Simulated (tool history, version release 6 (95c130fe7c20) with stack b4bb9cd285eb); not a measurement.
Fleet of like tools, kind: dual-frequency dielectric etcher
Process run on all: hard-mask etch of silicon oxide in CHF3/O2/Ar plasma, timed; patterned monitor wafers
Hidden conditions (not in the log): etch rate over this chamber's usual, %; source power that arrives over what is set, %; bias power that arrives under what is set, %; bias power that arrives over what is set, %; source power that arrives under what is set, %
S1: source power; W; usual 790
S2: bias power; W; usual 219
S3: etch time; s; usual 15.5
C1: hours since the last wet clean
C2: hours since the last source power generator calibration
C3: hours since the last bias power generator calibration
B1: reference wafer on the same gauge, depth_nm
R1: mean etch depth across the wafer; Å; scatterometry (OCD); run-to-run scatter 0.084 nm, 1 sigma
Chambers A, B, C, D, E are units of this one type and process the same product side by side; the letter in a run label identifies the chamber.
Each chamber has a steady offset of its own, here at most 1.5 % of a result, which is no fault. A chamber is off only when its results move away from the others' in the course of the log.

| run | day | S1 | S2 | S3 | C1 | C2 | C3 | B1 | R1 |
|---|---|---|---|---|---|---|---|---|---|
| 1B | 0.188 | 790 | 219 | 15.5 | 119.6 | 4092.7 | 3575.5 | 42.797 | 365.94 |
| 2E | 0.421 | 790 | 219 | 15.5 | 87.9 | 2868.1 | 1266.9 | 42.804 | 363.18 |
| 3C | 0.554 | 790 | 219 | 15.5 | 487.5 | 154.5 | 3665.3 | 42.808 | 365.72 |
| 4D | 0.688 | 790 | 219 | 15.5 | 261.7 | 823.7 | 754.1 | 42.786 | 359.94 |
| 5A | 0.829 | 790 | 219 | 15.5 | 200.1 | 3087.5 | 1483.1 | 42.812 | 364.13 |
| 6B | 1.029 | 790 | 219 | 15.5 | 139.8 | 4112.9 | 3595.7 | 42.814 | 365.36 |
| 7A | 1.221 | 790 | 219 | 19 | 209.5 | 3096.9 | 1492.5 | 42.776 | 446.24 |
| 8C | 1.458 | 790 | 219 | 19 | 509.2 | 176.2 | 3687 | 42.803 | 448.84 |
| 9E | 1.588 | 790 | 219 | 19 | 115.9 | 2896.1 | 1294.9 | 42.799 | 445.49 |
| 10D | 1.829 | 790 | 219 | 19 | 289.1 | 851.1 | 781.5 | 42.81 | 439.99 |
| 11D | 1.971 | 790 | 219 | 19 | 292.5 | 854.5 | 784.9 | 42.761 | 440.67 |
| 12C | 2.171 | 790 | 219 | 15.5 | 526.3 | 193.3 | 3704.1 | 42.806 | 366.59 |
| 13E | 2.358 | 790 | 219 | 15.5 | 134.4 | 2914.6 | 1313.4 | 42.8 | 362.63 |
| 14A | 2.508 | 790 | 219 | 13.5 | 240.4 | 3127.8 | 1523.4 | 42.78 | 317.77 |
| 15B | 2.654 | 790 | 219 | 13.5 | 178.8 | 4151.9 | 3634.7 | 42.82 | 318.02 |
| 16B | 2.783 | 790 | 219 | 13.5 | 181.9 | 4155 | 3637.8 | 42.811 | 316.85 |
| 17D | 3.033 | 790 | 219 | 13.5 | 318 | 880 | 810.4 | 42.779 | 312.39 |
| 18C | 3.158 | 790 | 219 | 13.5 | 550 | 217 | 3727.8 | 42.819 | 317.95 |
| 19E | 3.333 | 790 | 219 | 15.5 | 157.8 | 2938 | 1336.8 | 42.783 | 362.5 |
| 20A | 3.5 | 790 | 219 | 15.5 | 264.2 | 3151.6 | 1547.2 | 42.789 | 365.44 |
| 21D | 3.638 | 790 | 219 | 15.5 | 332.5 | 894.5 | 824.9 | 42.803 | 358.15 |
| 22B | 3.833 | 790 | 219 | 15.5 | 207.1 | 4180.2 | 3663 | 42.834 | 365.38 |
| 23A | 4.029 | 790 | 219 | 15.5 | 276.9 | 3164.3 | 1559.9 | 42.791 | 364.68 |
| 24E | 4.175 | 790 | 219 | 15.5 | 178 | 2958.2 | 1357 | 42.796 | 362.95 |
| 25C | 4.354 | 790 | 219 | 15.5 | 578.7 | 245.7 | 3756.5 | 42.779 | 365.94 |
| 26B | 4.475 | 790 | 219 | 15.5 | 222.5 | 4195.6 | 3678.4 | 42.794 | 365.6 |
| 27A | 4.596 | 790 | 219 | 17 | 290.5 | 3177.9 | 1573.5 | 42.811 | 399.47 |
| 28E | 4.767 | 790 | 219 | 17 | 192.2 | 2972.4 | 1371.2 | 42.814 | 399.51 |
| 29C | 4.883 | 790 | 219 | 17 | 591.4 | 258.4 | 3769.2 | 42.832 | 400.17 |
| 30D | 5.038 | 790 | 219 | 17 | 366.1 | 928.1 | 858.5 | 42.792 | 393.45 |
| 31E | 5.283 | 790 | 219 | 17 | 204.6 | 2984.8 | 1383.6 | 42.79 | 398.23 |
| 32D | 5.433 | 790 | 219 | 15.5 | 375.6 | 937.6 | 868 | 42.791 | 361.16 |

Next, every chamber runs the same settings. What will each give?
| 33A | 5.621 | 790 | 219 | 15.5 |  |  |  |  | ? |
| 33B | 5.621 | 790 | 219 | 15.5 |  |  |  |  | ? |
| 33C | 5.621 | 790 | 219 | 15.5 |  |  |  |  | ? |
| 33D | 5.621 | 790 | 219 | 15.5 |  |  |  |  | ? |
| 33E | 5.621 | 790 | 219 | 15.5 |  |  |  |  | ? |

| run | R1 |
|---|---|
| 33A | 363.34 |
| 33B | 364.52 |
| 33C | 365.15 |
| 33D | 359.17 |
| 33E | 363.77 |
